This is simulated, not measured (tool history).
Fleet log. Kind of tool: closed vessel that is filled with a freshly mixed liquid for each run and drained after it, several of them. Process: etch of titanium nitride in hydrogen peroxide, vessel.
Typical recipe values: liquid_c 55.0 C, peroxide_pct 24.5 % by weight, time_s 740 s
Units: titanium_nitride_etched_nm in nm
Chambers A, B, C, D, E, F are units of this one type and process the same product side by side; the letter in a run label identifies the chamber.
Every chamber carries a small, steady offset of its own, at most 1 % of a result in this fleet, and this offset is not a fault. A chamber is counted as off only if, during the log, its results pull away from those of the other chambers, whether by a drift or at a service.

run	hour	liquid_c	peroxide_pct	time_s	read-back film thickness of the titanium nitride reference wafer, read on the same gauge (nm)	titanium_nitride_etched_nm
1D	4.0	55.0	24.5	740	110.01	45.865
2B	12.3	55.0	24.5	740	109.97	45.785
3A	20.7	55.0	24.5	740	109.99	45.969
4E	25.0	55.0	24.5	740	109.99	45.406
5C	30.1	55.0	24.5	740	110.03	45.824
6F	34.6	55.0	24.5	740	110.05	45.466
7E	42.3	55.0	24.5	740	109.98	46.056
8F	48.6	55.0	24.5	740	109.99	45.102
9D	52.9	50.0	24.5	740	110.03	32.306
10B	61.5	50.0	24.5	740	110.01	31.700
11C	67.6	50.0	24.5	740	110.03	32.265
12A	73.0	50.0	24.5	740	109.99	31.761
13C	78.6	50.0	24.5	740	109.99	32.004
14A	82.9	50.0	24.5	740	109.99	31.552
15F	90.6	55.0	24.5	740	110.02	45.303
16D	99.1	55.0	24.5	740	110.00	45.753
17B	103.1	46.5	24.5	740	109.97	24.701
18E	109.1	46.5	24.5	740	109.96	24.598
19D	113.7	46.5	24.5	740	109.98	24.590
20A	119.1	46.5	24.5	740	110.05	24.260
21F	124.3	46.5	24.5	740	110.03	24.757
22C	129.3	46.5	24.5	740	109.99	24.572
23E	134.8	55.0	24.5	740	109.99	45.705
24B	141.8	47.0	29.0	740	109.99	26.347
25E	150.5	47.0	29.0	740	110.03	26.433
# hour 155.1: chamber F: thermometer replaced
26B	156.7	47.0	29.0	740	109.98	26.185
27A	161.7	47.0	29.0	740	110.02	26.233
28C	168.4	47.0	29.0	740	110.02	26.293
29F	176.6	47.0	29.0	740	110.01	26.207
30D	180.6	55.0	24.5	740	109.99	45.587
31B	189.5	55.0	24.5	740	110.01	46.007
32F	195.9	55.0	24.5	740	110.04	44.998
33A	204.2	55.0	24.5	740	110.02	45.464
34C	210.3	55.0	24.5	740	110.03	45.891
35E	217.5	55.0	24.5	740	110.02	45.754
36D	225.3	55.0	24.5	740	110.05	45.256
37E	233.1	55.0	24.5	740	109.98	45.678
38B	237.3	55.0	24.5	740	109.98	45.773
39A	243.4	55.0	24.5	740	110.01	45.893
40D	249.7	55.0	24.5	740	110.00	45.524

For the next run the whole fleet of 6 chambers uses the same settings. Give each chamber's results:
41A	256.2	55.0	24.5	740		?
41B	256.2	55.0	24.5	740		?
41C	256.2	55.0	24.5	740		?
41D	256.2	55.0	24.5	740		?
41E	256.2	55.0	24.5	740		?
41F	256.2	55.0	24.5	740		?

run	titanium_nitride_etched_nm
41A	44.846
41B	45.572
41C	46.011
41D	45.268
41E	45.262
41F	44.811
